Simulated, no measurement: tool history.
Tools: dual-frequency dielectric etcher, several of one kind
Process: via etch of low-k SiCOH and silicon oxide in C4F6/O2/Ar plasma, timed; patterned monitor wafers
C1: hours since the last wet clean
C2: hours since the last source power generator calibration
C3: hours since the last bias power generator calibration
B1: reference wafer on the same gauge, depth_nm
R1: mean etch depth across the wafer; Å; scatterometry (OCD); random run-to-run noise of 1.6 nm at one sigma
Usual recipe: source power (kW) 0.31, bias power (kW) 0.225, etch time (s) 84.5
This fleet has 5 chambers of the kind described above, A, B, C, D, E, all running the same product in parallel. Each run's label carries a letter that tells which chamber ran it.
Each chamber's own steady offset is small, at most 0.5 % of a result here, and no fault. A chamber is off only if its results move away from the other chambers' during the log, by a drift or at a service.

Run 1C, day 0.421: usual settings; C1 283.4; C2 999.5; C3 4045.8; B1 254.71. Result: R1 2309.1 Å.
Run 2A, day 0.892: usual settings; C1 274.7; C2 310.3; C3 2033.5; B1 254.99. Result: R1 2303.7 Å.
Run 3B, day 1.133: usual settings; C1 198.5; C2 2813.3; C3 2311.3; B1 254.7. Result: R1 2319.7 Å.
Run 4D, day 1.542: usual settings; C1 382.1; C2 84.2; C3 2245.5; B1 255.04. Result: R1 2282.2 Å.
At day 1.762: chamber D: wet clean of the chamber.
At day 1.767: chamber D: bias power generator calibrated.
Run 5E, day 1.833: usual settings; C1 349.7; C2 3634.1; C3 164.3; B1 255.34. Result: R1 2311.2 Å.
Run 6A, day 2.117: usual settings but etch time (s) 60; C1 304.1; C2 339.7; C3 2062.9; B1 254.94. Result: R1 1651.9 Å.
Run 7B, day 2.362: usual settings but etch time (s) 60; C1 228; C2 2842.8; C3 2340.8; B1 254.86. Result: R1 1655.3 Å.
Run 8E, day 2.733: usual settings but etch time (s) 60; C1 371.3; C2 3655.7; C3 185.9; B1 254.91. Result: R1 1653.6 Å.
Run 9D, day 3.221: usual settings but etch time (s) 60; C1 35; C2 124.5; C3 34.9; B1 255.22. Result: R1 1631.1 Å.
Run 10C, day 3.658: usual settings but etch time (s) 60; C1 361.1; C2 1077.2; C3 4123.5; B1 255.09. Result: R1 1609.2 Å.
Run 11E, day 4.004: usual settings; C1 401.8; C2 3686.2; C3 216.4; B1 255.02. Result: R1 2304.4 Å.
Run 12A, day 4.417: usual settings; C1 359.3; C2 394.9; C3 2118.1; B1 254.58. Result: R1 2312.2 Å.
At day 4.692: chamber A: wet clean of the chamber.
Run 13D, day 4.892: usual settings but bias power (kW) 0.191, etch time (s) 105.5; C1 75.1; C2 164.6; C3 75; B1 254.88. Result: R1 2718.4 Å.
Run 14B, day 5.321: usual settings but bias power (kW) 0.191, etch time (s) 105.5; C1 299; C2 2913.8; C3 2411.8; B1 255.14. Result: R1 2737.7 Å.
Run 15C, day 5.683: usual settings but bias power (kW) 0.191, etch time (s) 105.5; C1 409.7; C2 1125.8; C3 4172.1; B1 254.93. Result: R1 2727.4 Å.
Run 16E, day 6.05: usual settings but bias power (kW) 0.191, etch time (s) 105.5; C1 450.9; C2 3735.3; C3 265.5; B1 255.46. Result: R1 2750.9 Å.
Run 17B, day 6.483: usual settings but bias power (kW) 0.191, etch time (s) 105.5; C1 326.9; C2 2941.7; C3 2439.7; B1 254.75. Result: R1 2729.6 Å.
Run 18D, day 6.85: usual settings; C1 122.1; C2 211.6; C3 122; B1 254.85. Result: R1 2313 Å.
Run 19C, day 7.292: usual settings; C1 448.3; C2 1164.4; C3 4210.7; B1 255.44. Result: R1 2250.1 Å.
Run 20A, day 7.621: usual settings but source power (kW) 0.37; C1 70.4; C2 471.8; C3 2195; B1 254.9. Result: R1 2489.7 Å.
Run 21E, day 7.938: usual settings but source power (kW) 0.37; C1 496.2; C2 3780.6; C3 310.8; B1 254.71. Result: R1 2472.2 Å.
Run 22D, day 8.192: usual settings but source power (kW) 0.37; C1 154.3; C2 243.8; C3 154.2; B1 254.58. Result: R1 2494.4 Å.
Run 23A, day 8.521: usual settings but source power (kW) 0.37; C1 92; C2 493.4; C3 2216.6; B1 254.79. Result: R1 2492.4 Å.
Run 24C, day 8.958: usual settings but source power (kW) 0.37; C1 488.3; C2 1204.4; C3 4250.7; B1 254.5. Result: R1 2440.6 Å.
Run 25B, day 9.188: usual settings; C1 391.8; C2 3006.6; C3 2504.6; B1 255.02. Result: R1 2311.9 Å.
Run 26A, day 9.442: usual settings but source power (kW) 0.29; C1 114.1; C2 515.5; C3 2238.7; B1 255.09. Result: R1 2282.3 Å.
At day 9.675: chamber E: wet clean of the chamber.
Run 27E, day 9.821: usual settings but source power (kW) 0.29; C1 3.5; C2 3825.8; C3 356; B1 255.1. Result: R1 2258.5 Å.
Run 28D, day 10.296: usual settings but source power (kW) 0.29; C1 204.8; C2 294.3; C3 204.7; B1 254.99. Result: R1 2251.7 Å.
Run 29C, day 10.529: usual settings but source power (kW) 0.29; C1 526; C2 1242.1; C3 4288.4; B1 254.7. Result: R1 2191.7 Å.
Run 30B, day 10.988: usual settings but source power (kW) 0.29; C1 435; C2 3049.8; C3 2547.8; B1 254.8. Result: R1 2239.3 Å.
Run 31A, day 11.383: usual settings; C1 160.7; C2 562.1; C3 2285.3; B1 254.79. Result: R1 2347.3 Å.
Run 32B, day 11.625: usual settings; C1 450.3; C2 3065.1; C3 2563.1; B1 254.87. Result: R1 2342.5 Å.
Run 33D, day 12.05: usual settings; C1 246.9; C2 336.4; C3 246.8; B1 255.17. Result: R1 2298.6 Å.
Run 34E, day 12.508: usual settings; C1 68; C2 3890.3; C3 420.5; B1 254.91. Result: R1 2342.8 Å.
Run 35C, day 12.754: usual settings; C1 579.4; C2 1295.5; C3 4341.8; B1 255.07. Result: R1 2241.5 Å.
Run 36E, day 13.021: usual settings; C1 80.3; C2 3902.6; C3 432.8; B1 255.23. Result: R1 2312.5 Å.
Run 37D, day 13.388: usual settings; C1 279; C2 368.5; C3 278.9; B1 254.97. Result: R1 2313.2 Å.
Run 38B, day 13.783: usual settings; C1 502.1; C2 3116.9; C3 2614.9; B1 255.28. Result: R1 2358.5 Å.
Run 39A, day 14.233: usual settings; C1 229.1; C2 630.5; C3 2353.7; B1 255.14. Result: R1 2310.8 Å.
Run 40C, day 14.583: usual settings; C1 623.3; C2 1339.4; C3 4385.7; B1 255.19. Result: R1 2257.8 Å.
Run 41E, day 14.975: usual settings; C1 127.2; C2 3949.5; C3 479.7; B1 255.11. Result: R1 2324.6 Å.
Run 42D, day 15.25: usual settings; C1 323.7; C2 413.2; C3 323.6; B1 255.07. Result: R1 2311.7 Å.
Run 43C, day 15.571: usual settings but source power (kW) 0.24; C1 647; C2 1363.1; C3 4409.4; B1 255. Result: R1 2013.2 Å.

One chamber off, gauge drift, or nothing amiss beyond the chambers' own small offsets? If it is a chamber, which one, and what is the likeliest cause?

It is chamber C that slowly wanders off from its peers.
Cause: etch rate under this chamber's usual, % = 3.53.

Here are 4 candidates for chamber C's next run, each the usual settings with a change, their results left as question marks. Which one brings its results back in line with what the others give on the usual settings?
Maximum distance from the other chambers' mean on the usual settings for a result to count as in line: R1 55 Å
Run 44C-1, day 15.95: usual settings but source power (kW) 0.27, bias power (kW) 0.201. Result: R1 ?.
Run 44C-2, day 15.95: usual settings but bias power (kW) 0.227, etch time (s) 87.5. Result: R1 ?.
Run 44C-3, day 15.95: usual settings but bias power (kW) 0.223, etch time (s) 81.5. Result: R1 ?.
Run 44C-4, day 15.95: usual settings but source power (kW) 0.38. Result: R1 ?.

What the other chambers average on the usual settings: R1 2318.2 Å
  run      R1
44C-1    2040
44C-2  2316.3
44C-3  2144.8
44C-4  2408.7
Change 44C-2 lands the chamber within the allowed miss of the other chambers.

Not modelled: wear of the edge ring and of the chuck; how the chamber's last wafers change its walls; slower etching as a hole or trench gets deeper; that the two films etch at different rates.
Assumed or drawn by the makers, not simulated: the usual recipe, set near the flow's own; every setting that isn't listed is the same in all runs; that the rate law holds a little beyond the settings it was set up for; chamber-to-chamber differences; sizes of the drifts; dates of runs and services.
